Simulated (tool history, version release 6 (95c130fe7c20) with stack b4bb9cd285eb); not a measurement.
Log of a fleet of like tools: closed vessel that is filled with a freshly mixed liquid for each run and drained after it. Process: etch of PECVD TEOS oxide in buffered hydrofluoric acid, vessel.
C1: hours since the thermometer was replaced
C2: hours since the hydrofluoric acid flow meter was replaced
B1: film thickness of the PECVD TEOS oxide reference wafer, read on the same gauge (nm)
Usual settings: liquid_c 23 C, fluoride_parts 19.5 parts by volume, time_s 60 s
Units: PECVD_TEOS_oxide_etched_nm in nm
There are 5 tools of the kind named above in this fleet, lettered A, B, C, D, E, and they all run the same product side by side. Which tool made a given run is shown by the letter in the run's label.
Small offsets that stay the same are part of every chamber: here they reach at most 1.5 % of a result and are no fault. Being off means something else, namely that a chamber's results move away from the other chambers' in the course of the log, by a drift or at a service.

Run 1E, hour 6.3: usual settings; C1 50.7; C2 71.9; B1 89.983. Result: PECVD_TEOS_oxide_etched_nm 37.115 nm.
Run 2C, hour 13.3: usual settings; C1 115.2; C2 663.6; B1 90.018. Result: PECVD_TEOS_oxide_etched_nm 36.562 nm.
Run 3B, hour 18.5: usual settings; C1 1038.1; C2 451.4; B1 90.021. Result: PECVD_TEOS_oxide_etched_nm 36.394 nm.
Run 4A, hour 24.7: usual settings; C1 1317.2; C2 145.7; B1 89.996. Result: PECVD_TEOS_oxide_etched_nm 37.528 nm.
Run 5D, hour 30.8: usual settings; C1 342.6; C2 597.6; B1 90.028. Result: PECVD_TEOS_oxide_etched_nm 36.919 nm.
Run 6A, hour 37.4: usual settings; C1 1329.9; C2 158.4; B1 89.987. Result: PECVD_TEOS_oxide_etched_nm 37.12 nm.
Run 7D, hour 42: usual settings; C1 353.8; C2 608.8; B1 89.998. Result: PECVD_TEOS_oxide_etched_nm 36.402 nm.
Run 8E, hour 48.3: usual settings; C1 92.7; C2 113.9; B1 89.994. Result: PECVD_TEOS_oxide_etched_nm 37.198 nm.
Run 9B, hour 52.5: usual settings but fluoride_parts 22.5 parts by volume; C1 1072.1; C2 485.4; B1 90.009. Result: PECVD_TEOS_oxide_etched_nm 33.347 nm.
Run 10C, hour 57.6: usual settings but fluoride_parts 22.5 parts by volume; C1 159.5; C2 707.9; B1 90.008. Result: PECVD_TEOS_oxide_etched_nm 32.686 nm.
Run 11C, hour 65.4: usual settings but fluoride_parts 22.5 parts by volume; C1 167.3; C2 715.7; B1 90.029. Result: PECVD_TEOS_oxide_etched_nm 33.201 nm.
Run 12B, hour 69.9: usual settings but fluoride_parts 22.5 parts by volume; C1 1089.5; C2 502.8; B1 89.992. Result: PECVD_TEOS_oxide_etched_nm 33.025 nm.
Run 13A, hour 78.4: usual settings but fluoride_parts 22.5 parts by volume; C1 1370.9; C2 199.4; B1 89.965. Result: PECVD_TEOS_oxide_etched_nm 33.134 nm.
Run 14E, hour 87.2: usual settings; C1 131.6; C2 152.8; B1 90.009. Result: PECVD_TEOS_oxide_etched_nm 36.545 nm.
Run 15D, hour 91.3: usual settings; C1 403.1; C2 658.1; B1 90.011. Result: PECVD_TEOS_oxide_etched_nm 36.429 nm.
Run 16A, hour 95.7: usual settings; C1 1388.2; C2 216.7; B1 90.013. Result: PECVD_TEOS_oxide_etched_nm 37.366 nm.
Run 17C, hour 103.9: usual settings; C1 205.8; C2 754.2; B1 89.994. Result: PECVD_TEOS_oxide_etched_nm 36.743 nm.
Run 18B, hour 110.8: usual settings; C1 1130.4; C2 543.7; B1 89.952. Result: PECVD_TEOS_oxide_etched_nm 37.225 nm.
At hour 112.1: chamber B: thermometer replaced.
Run 19E, hour 116.5: usual settings; C1 160.9; C2 182.1; B1 90.01. Result: PECVD_TEOS_oxide_etched_nm 36.247 nm.
Run 20D, hour 121.2: usual settings; C1 433; C2 688; B1 89.993. Result: PECVD_TEOS_oxide_etched_nm 36.063 nm.
Run 21C, hour 127.1: usual settings but liquid_c 26 C; C1 229; C2 777.4; B1 89.976. Result: PECVD_TEOS_oxide_etched_nm 42.457 nm.
Run 22B, hour 135.1: usual settings but liquid_c 26 C; C1 23; C2 568; B1 89.987. Result: PECVD_TEOS_oxide_etched_nm 44.361 nm.
Run 23E, hour 143: usual settings but liquid_c 26 C; C1 187.4; C2 208.6; B1 90.006. Result: PECVD_TEOS_oxide_etched_nm 43.604 nm.
Run 24A, hour 150.9: usual settings but liquid_c 26 C; C1 1443.4; C2 271.9; B1 89.988. Result: PECVD_TEOS_oxide_etched_nm 44.339 nm.
Run 25D, hour 155.6: usual settings but liquid_c 26 C; C1 467.4; C2 722.4; B1 90.044. Result: PECVD_TEOS_oxide_etched_nm 42.003 nm.
Run 26B, hour 160.1: usual settings; C1 48; C2 593; B1 90.035. Result: PECVD_TEOS_oxide_etched_nm 37.165 nm.
At hour 161.4: chamber C: hydrofluoric acid flow meter replaced.
Run 27A, hour 164.1: usual settings; C1 1456.6; C2 285.1; B1 89.969. Result: PECVD_TEOS_oxide_etched_nm 36.908 nm.
Run 28E, hour 168: usual settings; C1 212.4; C2 233.6; B1 90.012. Result: PECVD_TEOS_oxide_etched_nm 36.767 nm.
Run 29D, hour 172.7: usual settings but fluoride_parts 27 parts by volume; C1 484.5; C2 739.5; B1 90.009. Result: PECVD_TEOS_oxide_etched_nm 27.296 nm.
Run 30C, hour 180: usual settings but fluoride_parts 27 parts by volume; C1 281.9; C2 18.7; B1 90.019. Result: PECVD_TEOS_oxide_etched_nm 29.192 nm.
Run 31E, hour 187.1: usual settings but fluoride_parts 27 parts by volume; C1 231.5; C2 252.7; B1 90.036. Result: PECVD_TEOS_oxide_etched_nm 28.879 nm.
Run 32A, hour 193.5: usual settings but fluoride_parts 27 parts by volume; C1 1486; C2 314.5; B1 90. Result: PECVD_TEOS_oxide_etched_nm 29.444 nm.
Run 33D, hour 197.5: usual settings but fluoride_parts 27 parts by volume; C1 509.3; C2 764.3; B1 89.981. Result: PECVD_TEOS_oxide_etched_nm 27.649 nm.
Run 34C, hour 203: usual settings but liquid_c 26 C, fluoride_parts 24.5 parts by volume; C1 304.9; C2 41.7; B1 90.04. Result: PECVD_TEOS_oxide_etched_nm 36.144 nm.

The same settings go to every chamber for the next run, one line per chamber below. Forecast the results for each:
Run 35A, hour 209.4: usual settings but liquid_c 20 C. Result: PECVD_TEOS_oxide_etched_nm ?.
Run 35B, hour 209.4: usual settings but liquid_c 20 C. Result: PECVD_TEOS_oxide_etched_nm ?.
Run 35C, hour 209.4: usual settings but liquid_c 20 C. Result: PECVD_TEOS_oxide_etched_nm ?.
Run 35D, hour 209.4: usual settings but liquid_c 20 C. Result: PECVD_TEOS_oxide_etched_nm ?.
Run 35E, hour 209.4: usual settings but liquid_c 20 C. Result: PECVD_TEOS_oxide_etched_nm ?.

run  PECVD_TEOS_oxide_etched_nm
35A                      31.619
35B                       31.13
35C                      30.935
35D                      29.056
35E                      31.246
